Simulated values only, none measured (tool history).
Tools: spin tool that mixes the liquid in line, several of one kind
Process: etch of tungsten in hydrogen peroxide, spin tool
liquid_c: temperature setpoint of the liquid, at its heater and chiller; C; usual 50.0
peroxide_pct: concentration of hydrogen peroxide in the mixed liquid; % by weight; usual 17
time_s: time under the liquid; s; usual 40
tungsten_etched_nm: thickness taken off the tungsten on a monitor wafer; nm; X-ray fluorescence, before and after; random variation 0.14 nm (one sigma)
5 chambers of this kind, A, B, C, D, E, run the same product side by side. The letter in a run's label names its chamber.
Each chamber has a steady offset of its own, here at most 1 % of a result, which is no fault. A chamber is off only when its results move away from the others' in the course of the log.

run   hour  liquid_c  peroxide_pct  time_s  read-back film thickness of the tungsten reference wafer, read on the same gauge (nm)  tungsten_etched_nm
 1D   11.7      50.0            17      40                                                                                 59.996              30.835
 2E   19.1      50.0            17      40                                                                                 60.005              31.290
 3C   26.4      50.0            17      40                                                                                 59.992              31.207
 4B   34.7      50.0            17      40                                                                                 59.999              31.090
 5A   42.5      50.0            17      40                                                                                 59.985              31.292
 6A   51.3      50.0            17      40                                                                                 60.010              31.146
 7E   59.5      50.0            17      40                                                                                 59.968              31.322
 8D   67.0      41.5            17      40                                                                                 59.966              18.033
 9B   73.9      41.5            17      40                                                                                 60.029              18.193
      74.8  -- chamber B: new drum of peroxide connected
10C   81.5      41.5            17      40                                                                                 60.035              18.223
11E   92.6      41.5            17      40                                                                                 60.002              18.330
      99.9  -- chamber A: thermometer replaced
12C  100.5      41.5            17      40                                                                                 59.990              18.328
     104.5  -- chamber E: new drum of peroxide connected
13D  111.6      50.0            17      40                                                                                 60.008              30.678
14B  117.8      50.0            17      40                                                                                 60.019              30.981
15A  124.0      50.0            17      40                                                                                 59.998              31.597
16E  135.6      50.0            17      40                                                                                 60.008              31.191
17A  143.6      50.0            17      40                                                                                 59.992              31.288
18D  155.3      50.0            17      40                                                                                 60.010              30.851
19C  165.0      50.0            17      40                                                                                 59.989              31.115
20B  174.2      50.0            17      40                                                                                 60.018              31.352
21D  184.5      50.0            20      50                                                                                 60.006              41.122
22E  196.0      50.0            20      50                                                                                 60.015              42.896
23B  204.6      50.0            20      50                                                                                 59.989              41.925
24A  210.2      50.0            20      50                                                                                 59.969              42.322
25C  221.7      50.0            20      50                                                                                 59.995              42.063
26C  226.9      50.0            17      40                                                                                 59.994              31.119
     228.1  -- chamber B: heated supply line repaired
27D  235.4      50.0            17      40                                                                                 59.996              30.385
28E  247.5      50.0            15      40                                                                                 60.004              29.337
29B  256.1      50.0            15      40                                                                                 59.998              28.978
     261.1  -- chamber B: peroxide flow meter replaced
30A  264.9      50.0            15      40                                                                                 59.964              29.720
31C  274.2      50.0            15      40                                                                                 60.015              29.088
32E  282.3      50.0            15      40                                                                                 60.023              29.421
33B  292.1      50.0            17      40                                                                                 60.011              31.365
     301.4  -- chamber D: peroxide flow meter replaced
34A  302.9      50.0            17      40                                                                                 59.988              31.544
35D  314.0      50.0            17      40                                                                                 59.999              29.958
36A  325.1      50.0            17      40                                                                                 59.999              31.261
37D  335.5      50.0            17      40                                                                                 60.012              29.806
38E  341.2      50.0            17      40                                                                                 60.002              31.120
39B  350.0      50.0            17      40                                                                                 60.016              31.371

All 5 chambers run these settings next. Forecast each chamber's results:
40A  358.6      50.0            17      40                                                                                                          ?
40B  358.6      50.0            17      40                                                                                                          ?
40C  358.6      50.0            17      40                                                                                                          ?
40D  358.6      50.0            17      40                                                                                                          ?
40E  358.6      50.0            17      40                                                                                                          ?

run  tungsten_etched_nm
40A              31.258
40B              31.144
40C              31.126
40D              29.817
40E              31.186
